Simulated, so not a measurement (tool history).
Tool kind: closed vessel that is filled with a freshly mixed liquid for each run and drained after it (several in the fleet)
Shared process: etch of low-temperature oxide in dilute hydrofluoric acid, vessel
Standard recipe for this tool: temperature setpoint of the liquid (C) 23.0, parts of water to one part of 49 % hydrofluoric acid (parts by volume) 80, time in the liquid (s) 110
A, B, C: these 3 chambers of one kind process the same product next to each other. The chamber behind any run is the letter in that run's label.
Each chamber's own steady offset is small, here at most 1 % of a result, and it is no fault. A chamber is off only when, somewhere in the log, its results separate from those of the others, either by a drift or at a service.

run     day  temperature setpoint of the liquid (C)  parts of water to one part of 49 % hydrofluoric acid (parts by volume)  time in the liquid (s)  read-back film thickness of the low-temperature oxide reference wafer, read on the same gauge (nm)  thickness taken off the low-temperature oxide on a monitor wafer (nm)
 1A   0.308                                    23.0                                                                      80                     110                                                                                              79.997                                                                 23.129
 2C   0.900                                    23.0                                                                      80                     110                                                                                              80.029                                                                 22.882
 3B   1.300                                    23.0                                                                      80                     110                                                                                              80.008                                                                 23.153
 4C   1.742                                    23.0                                                                      80                     110                                                                                              80.018                                                                 22.909
      1.988  -- chamber C: hydrofluoric acid flow meter replaced
      2.004  -- chamber C: thermometer replaced
 5A   2.117                                    23.0                                                                      80                     110                                                                                              80.001                                                                 23.164
 6B   2.608                                    23.0                                                                      80                     110                                                                                              79.996                                                                 23.134
 7A   3.183                                    23.0                                                                      80                     110                                                                                              80.011                                                                 23.130
 8C   3.483                                    23.0                                                                      80                     110                                                                                              80.022                                                                 23.093
 9B   3.871                                    23.0                                                                      80                     110                                                                                              79.966                                                                 23.148
10B   4.383                                    21.0                                                                      60                     110                                                                                              79.985                                                                 29.360
11C   4.929                                    21.0                                                                      60                     110                                                                                              79.984                                                                 28.915
12A   5.604                                    21.0                                                                      60                     110                                                                                              80.028                                                                 28.781
13B   6.088                                    23.0                                                                      80                     110                                                                                              80.019                                                                 23.115
14A   6.562                                    23.0                                                                      80                     110                                                                                              79.995                                                                 22.772
15C   6.912                                    23.0                                                                      80                     110                                                                                              79.998                                                                 23.141
16C   7.475                                    23.0                                                                      80                     110                                                                                              80.001                                                                 23.008
17B   7.775                                    23.0                                                                      80                     110                                                                                              79.973                                                                 23.295
18A   8.075                                    23.0                                                                      80                     110                                                                                              79.995                                                                 22.838
19B   8.454                                    23.0                                                                      80                     110                                                                                              80.005                                                                 23.065
20C   9.088                                    23.0                                                                      80                     110                                                                                              79.990                                                                 22.967
21A   9.521                                    23.0                                                                      80                     110                                                                                              79.993                                                                 22.735
22A  10.129                                    23.0                                                                      80                      55                                                                                              80.017                                                                 11.370
23C  10.721                                    23.0                                                                      80                      55                                                                                              80.011                                                                 11.461
24B  11.079                                    23.0                                                                      80                      55                                                                                              80.037                                                                 11.588
25B  11.650                                    19.0                                                                      80                     110                                                                                              80.020                                                                 19.634
26C  12.171                                    19.0                                                                      80                     110                                                                                              79.989                                                                 19.652
27A  12.650                                    19.0                                                                      80                     110                                                                                              80.040                                                                 19.013
28C  13.088                                    23.0                                                                      80                     110                                                                                              80.005                                                                 22.910
29A  13.412                                    23.0                                                                      80                     110                                                                                              79.987                                                                 22.537
30B  14.046                                    23.0                                                                      80                     110                                                                                              79.966                                                                 23.163
31C  14.442                                    23.0                                                                      80                     110                                                                                              79.984                                                                 23.042
32B  14.988                                    23.0                                                                      80                     110                                                                                              79.998                                                                 23.111
33A  15.650                                    23.0                                                                      80                     110                                                                                              80.007                                                                 22.325
34A  16.246                                    23.0                                                                      80                     110                                                                                              79.969                                                                 22.239
35B  16.779                                    23.0                                                                      80                     110                                                                                              80.015                                                                 23.073
36C  17.171                                    23.0                                                                      80                     110                                                                                              79.974                                                                 22.986
37A  17.638                                    23.0                                                                      80                     110                                                                                              79.998                                                                 22.113
38C  18.221                                    23.0                                                                      80                     110                                                                                              80.018                                                                 23.063

Predict what each chamber gives when all 3 of them run the settings below next.
39A  18.717                                    24.5                                                                      80                     110                                                                                                                                                                          ?
39B  18.717                                    24.5                                                                      80                     110                                                                                                                                                                          ?
39C  18.717                                    24.5                                                                      80                     110                                                                                                                                                                          ?

run  thickness taken off the low-temperature oxide on a monitor wafer (nm)
39A                                                                 23.608
39B                                                                 24.627
39C                                                                 24.401

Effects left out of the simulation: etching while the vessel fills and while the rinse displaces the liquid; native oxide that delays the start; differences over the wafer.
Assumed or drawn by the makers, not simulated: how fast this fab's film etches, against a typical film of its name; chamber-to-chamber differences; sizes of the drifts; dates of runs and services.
